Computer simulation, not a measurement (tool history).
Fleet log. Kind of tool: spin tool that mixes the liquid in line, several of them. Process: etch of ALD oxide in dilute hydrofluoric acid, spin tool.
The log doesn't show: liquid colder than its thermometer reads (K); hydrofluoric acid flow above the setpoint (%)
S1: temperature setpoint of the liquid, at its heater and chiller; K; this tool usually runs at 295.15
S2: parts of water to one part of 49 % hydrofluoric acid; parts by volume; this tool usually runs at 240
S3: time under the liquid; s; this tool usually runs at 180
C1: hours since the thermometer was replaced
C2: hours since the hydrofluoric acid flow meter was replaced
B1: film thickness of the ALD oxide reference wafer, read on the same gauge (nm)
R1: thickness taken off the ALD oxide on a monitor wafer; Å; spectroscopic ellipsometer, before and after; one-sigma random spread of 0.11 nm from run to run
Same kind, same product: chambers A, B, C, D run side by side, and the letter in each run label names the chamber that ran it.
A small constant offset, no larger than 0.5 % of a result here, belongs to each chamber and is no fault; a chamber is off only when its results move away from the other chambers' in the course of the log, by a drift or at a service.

Run 1B, day 0.308: usual settings; C1 1398; C2 287.3; B1 120.01. Result: R1 121.34 Å.
Run 2D, day 0.796: usual settings; C1 1144.1; C2 1192.2; B1 120.02. Result: R1 120.12 Å.
Run 3C, day 1.133: usual settings; C1 129.1; C2 1338.8; B1 120.02. Result: R1 119.05 Å.
Run 4A, day 1.65: usual settings; C1 2052.2; C2 252.2; B1 119.99. Result: R1 121.64 Å.
Run 5C, day 2.254: usual settings; C1 156; C2 1365.7; B1 120.02. Result: R1 120.01 Å.
Run 6D, day 2.579: usual settings; C1 1186.9; C2 1235; B1 120. Result: R1 120.17 Å.
Run 7A, day 2.962: usual settings; C1 2083.7; C2 283.7; B1 120.01. Result: R1 118.63 Å.
Run 8B, day 3.567: usual settings but S1 298.15 K; C1 1476.2; C2 365.5; B1 119.98. Result: R1 131.85 Å.
Run 9C, day 3.979: usual settings but S1 298.15 K; C1 197.4; C2 1407.1; B1 119.99. Result: R1 131 Å.
Run 10B, day 4.308: usual settings but S1 298.15 K; C1 1494; C2 383.3; B1 119.99. Result: R1 132.5 Å.
Run 11D, day 4.621: usual settings but S1 298.15 K; C1 1235.9; C2 1284; B1 119.99. Result: R1 132.85 Å.
Run 12A, day 5.075: usual settings; C1 2134.4; C2 334.4; B1 120.01. Result: R1 121.15 Å.
Run 13D, day 5.671: usual settings but S1 293.65 K, S2 180 parts by volume; C1 1261.1; C2 1309.2; B1 119.97. Result: R1 158.77 Å.
Run 14A, day 6: usual settings but S1 293.65 K, S2 180 parts by volume; C1 2156.6; C2 356.6; B1 120.01. Result: R1 158.21 Å.
Run 15C, day 6.638: usual settings but S1 293.65 K, S2 180 parts by volume; C1 261.2; C2 1470.9; B1 119.99. Result: R1 159.06 Å.
Run 16B, day 6.958: usual settings but S1 293.65 K, S2 180 parts by volume; C1 1557.6; C2 446.9; B1 120. Result: R1 161.22 Å.
Run 17C, day 7.492: usual settings; C1 281.7; C2 1491.4; B1 120.01. Result: R1 115.83 Å.
Run 18D, day 7.833: usual settings; C1 1313; C2 1361.1; B1 120. Result: R1 119.11 Å.
Run 19A, day 8.454: usual settings; C1 2215.5; C2 415.5; B1 120.02. Result: R1 123.1 Å.
Run 20B, day 9.017: usual settings; C1 1607; C2 496.3; B1 120. Result: R1 119.8 Å.
Run 21D, day 9.404: usual settings; C1 1350.7; C2 1398.8; B1 120.01. Result: R1 117.95 Å.
Run 22A, day 9.917: usual settings; C1 2250.6; C2 450.6; B1 120. Result: R1 126.72 Å.
Run 23C, day 10.208: usual settings; C1 346.9; C2 1556.6; B1 119.99. Result: R1 119.19 Å.
Run 24B, day 10.558: usual settings; C1 1644; C2 533.3; B1 120. Result: R1 119.89 Å.
Run 25A, day 10.975: usual settings but S3 285 s; C1 2276; C2 476; B1 119.98. Result: R1 201.26 Å.
Run 26D, day 11.492: usual settings but S3 285 s; C1 1400.8; C2 1448.9; B1 120. Result: R1 189.01 Å.
Run 27B, day 11.933: usual settings but S3 285 s; C1 1677; C2 566.3; B1 120. Result: R1 188.64 Å.
Run 28C, day 12.4: usual settings but S3 285 s; C1 399.5; C2 1609.2; B1 119.99. Result: R1 186.21 Å.
Run 29A, day 13.021: usual settings; C1 2325.1; C2 525.1; B1 120. Result: R1 130.56 Å.
Run 30B, day 13.483: usual settings; C1 1714.2; C2 603.5; B1 119.99. Result: R1 117.14 Å.
Run 31D, day 13.854: usual settings; C1 1457.5; C2 1505.6; B1 119.99. Result: R1 116.5 Å.
Run 32C, day 14.479: usual settings; C1 449.4; C2 1659.1; B1 120.01. Result: R1 119.86 Å.
Run 33A, day 15: usual settings; C1 2372.6; C2 572.6; B1 120. Result: R1 131.8 Å.
Run 34C, day 15.533: usual settings; C1 474.7; C2 1684.4; B1 120. Result: R1 119 Å.
Run 35D, day 15.925: usual settings; C1 1507.2; C2 1555.3; B1 119.99. Result: R1 120.22 Å.
Run 36B, day 16.392: usual settings; C1 1784; C2 673.3; B1 120. Result: R1 117.41 Å.

The same settings go to every chamber for the next run, one line per chamber below. Forecast the results for each:
Run 37A, day 16.854: usual settings but S1 297.65 K. Result: R1 ?.
Run 37B, day 16.854: usual settings but S1 297.65 K. Result: R1 ?.
Run 37C, day 16.854: usual settings but S1 297.65 K. Result: R1 ?.
Run 37D, day 16.854: usual settings but S1 297.65 K. Result: R1 ?.

run      R1
37A  146.22
37B  130.48
37C  129.27
37D   130.3
